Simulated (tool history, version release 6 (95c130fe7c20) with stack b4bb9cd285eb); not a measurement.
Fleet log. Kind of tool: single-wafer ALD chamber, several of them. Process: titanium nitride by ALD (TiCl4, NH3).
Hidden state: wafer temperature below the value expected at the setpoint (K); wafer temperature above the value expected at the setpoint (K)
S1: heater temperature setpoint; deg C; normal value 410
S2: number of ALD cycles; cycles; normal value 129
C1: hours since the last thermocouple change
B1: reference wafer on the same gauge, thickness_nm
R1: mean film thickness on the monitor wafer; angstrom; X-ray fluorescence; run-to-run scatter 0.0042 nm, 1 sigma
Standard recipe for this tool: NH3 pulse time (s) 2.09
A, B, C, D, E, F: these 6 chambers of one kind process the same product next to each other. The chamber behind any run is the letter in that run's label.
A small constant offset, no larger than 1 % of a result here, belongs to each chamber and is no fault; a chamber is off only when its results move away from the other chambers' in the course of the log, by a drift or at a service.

run 1B hour=6.1 | S1=410 S2=129 NH3_pulse_time_(s)=2.09 | C1=151.6 | B1=2.5507 | R1=28.872
run 2C hour=17.7 | S1=410 S2=129 NH3_pulse_time_(s)=2.09 | C1=1654.5 | B1=2.5500 | R1=28.563
run 3A hour=24.2 | S1=410 S2=129 NH3_pulse_time_(s)=2.09 | C1=626.2 | B1=2.5506 | R1=28.701
run 4D hour=35.4 | S1=410 S2=129 NH3_pulse_time_(s)=2.09 | C1=2872.2 | B1=2.5512 | R1=28.537
run 5E hour=43.6 | S1=410 S2=129 NH3_pulse_time_(s)=2.09 | C1=786.0 | B1=2.5511 | R1=28.683
-- hour=49.8 chamber D: thermocouple changed; heater temperature recalibrated
run 6F hour=54.8 | S1=410 S2=129 NH3_pulse_time_(s)=2.09 | C1=1198.6 | B1=2.5533 | R1=28.621
run 7D hour=65.1 | S1=410 S2=129 NH3_pulse_time_(s)=2.09 | C1=15.4 | B1=2.5523 | R1=28.525
run 8F hour=75.6 | S1=410 S2=129 NH3_pulse_time_(s)=2.09 | C1=1219.4 | B1=2.5529 | R1=28.691
run 9E hour=87.0 | S1=410 S2=129 NH3_pulse_time_(s)=2.09 | C1=829.4 | B1=2.5537 | R1=28.696
run 10B hour=97.1 | S1=410 S2=129 NH3_pulse_time_(s)=2.09 | C1=242.6 | B1=2.5526 | R1=28.839
run 11A hour=103.1 | S1=410 S2=104 NH3_pulse_time_(s)=1.72 | C1=705.1 | B1=2.5538 | R1=23.002
run 12C hour=112.5 | S1=410 S2=104 NH3_pulse_time_(s)=1.72 | C1=1749.3 | B1=2.5548 | R1=22.884
run 13E hour=123.3 | S1=410 S2=104 NH3_pulse_time_(s)=1.72 | C1=865.7 | B1=2.5547 | R1=22.938
-- hour=126.1 chamber C: thermocouple changed; heater temperature recalibrated
run 14F hour=134.0 | S1=410 S2=104 NH3_pulse_time_(s)=1.72 | C1=1277.8 | B1=2.5535 | R1=22.977
run 15B hour=142.5 | S1=410 S2=104 NH3_pulse_time_(s)=1.72 | C1=288.0 | B1=2.5559 | R1=23.104
run 16C hour=152.2 | S1=410 S2=104 NH3_pulse_time_(s)=1.72 | C1=26.2 | B1=2.5556 | R1=22.958
run 17A hour=162.1 | S1=410 S2=120 NH3_pulse_time_(s)=2.09 | C1=764.1 | B1=2.5552 | R1=26.814
run 18D hour=172.9 | S1=410 S2=120 NH3_pulse_time_(s)=2.09 | C1=123.2 | B1=2.5561 | R1=26.612
run 19D hour=178.5 | S1=410 S2=120 NH3_pulse_time_(s)=2.09 | C1=128.8 | B1=2.5562 | R1=26.610
run 20E hour=187.1 | S1=410 S2=120 NH3_pulse_time_(s)=2.09 | C1=929.5 | B1=2.5560 | R1=26.720
run 21F hour=194.8 | S1=410 S2=120 NH3_pulse_time_(s)=2.09 | C1=1338.6 | B1=2.5561 | R1=26.740
run 22C hour=205.3 | S1=410 S2=120 NH3_pulse_time_(s)=2.09 | C1=79.3 | B1=2.5577 | R1=26.705
run 23A hour=213.2 | S1=410 S2=129 NH3_pulse_time_(s)=2.09 | C1=815.2 | B1=2.5575 | R1=28.759
run 24B hour=221.3 | S1=410 S2=129 NH3_pulse_time_(s)=2.09 | C1=366.8 | B1=2.5576 | R1=28.988
run 25A hour=233.7 | S1=410 S2=129 NH3_pulse_time_(s)=2.09 | C1=835.7 | B1=2.5589 | R1=28.754
run 26E hour=241.5 | S1=410 S2=129 NH3_pulse_time_(s)=2.09 | C1=983.9 | B1=2.5587 | R1=28.765
run 27D hour=249.9 | S1=410 S2=129 NH3_pulse_time_(s)=2.09 | C1=200.2 | B1=2.5581 | R1=28.700
run 28F hour=262.2 | S1=410 S2=129 NH3_pulse_time_(s)=2.09 | C1=1406.0 | B1=2.5588 | R1=28.652
run 29B hour=267.8 | S1=410 S2=129 NH3_pulse_time_(s)=2.09 | C1=413.3 | B1=2.5603 | R1=28.988
run 30C hour=278.2 | S1=410 S2=129 NH3_pulse_time_(s)=2.09 | C1=152.2 | B1=2.5597 | R1=28.767
run 31B hour=287.0 | S1=399 S2=129 NH3_pulse_time_(s)=2.09 | C1=432.5 | B1=2.5609 | R1=28.829
run 32E hour=298.0 | S1=399 S2=129 NH3_pulse_time_(s)=2.09 | C1=1040.4 | B1=2.5615 | R1=28.643
run 33C hour=308.6 | S1=399 S2=129 NH3_pulse_time_(s)=2.09 | C1=182.6 | B1=2.5611 | R1=28.617
run 34D hour=316.1 | S1=399 S2=129 NH3_pulse_time_(s)=2.09 | C1=266.4 | B1=2.5611 | R1=28.523
run 35A hour=326.0 | S1=399 S2=129 NH3_pulse_time_(s)=2.09 | C1=928.0 | B1=2.5620 | R1=28.682
run 36F hour=337.5 | S1=399 S2=129 NH3_pulse_time_(s)=2.09 | C1=1481.3 | B1=2.5624 | R1=28.630
run 37F hour=344.4 | S1=410 S2=129 NH3_pulse_time_(s)=2.09 | C1=1488.2 | B1=2.5622 | R1=28.774
run 38A hour=352.5 | S1=410 S2=129 NH3_pulse_time_(s)=2.09 | C1=954.5 | B1=2.5631 | R1=28.862
run 39C hour=365.0 | S1=410 S2=129 NH3_pulse_time_(s)=2.09 | C1=239.0 | B1=2.5630 | R1=28.760
run 40B hour=375.1 | S1=410 S2=129 NH3_pulse_time_(s)=2.09 | C1=520.6 | B1=2.5638 | R1=28.958
run 41E hour=382.6 | S1=410 S2=129 NH3_pulse_time_(s)=2.09 | C1=1125.0 | B1=2.5641 | R1=28.767
run 42D hour=389.1 | S1=410 S2=129 NH3_pulse_time_(s)=2.09 | C1=339.4 | B1=2.5636 | R1=28.665
run 43D hour=401.4 | S1=399 S2=129 NH3_pulse_time_(s)=2.70 | C1=351.7 | B1=2.5645 | R1=28.800
run 44B hour=412.2 | S1=399 S2=129 NH3_pulse_time_(s)=2.70 | C1=557.7 | B1=2.5653 | R1=29.140

Is one chamber out of step, is the gauge drifting, or do the chambers differ by no more than their own small offsets? For an off chamber, give its letter and the likeliest cause.

Gauge drift. The chambers move together only on paper, and none stands off.
What lies behind it: gauge reads high (%) = 0.601.
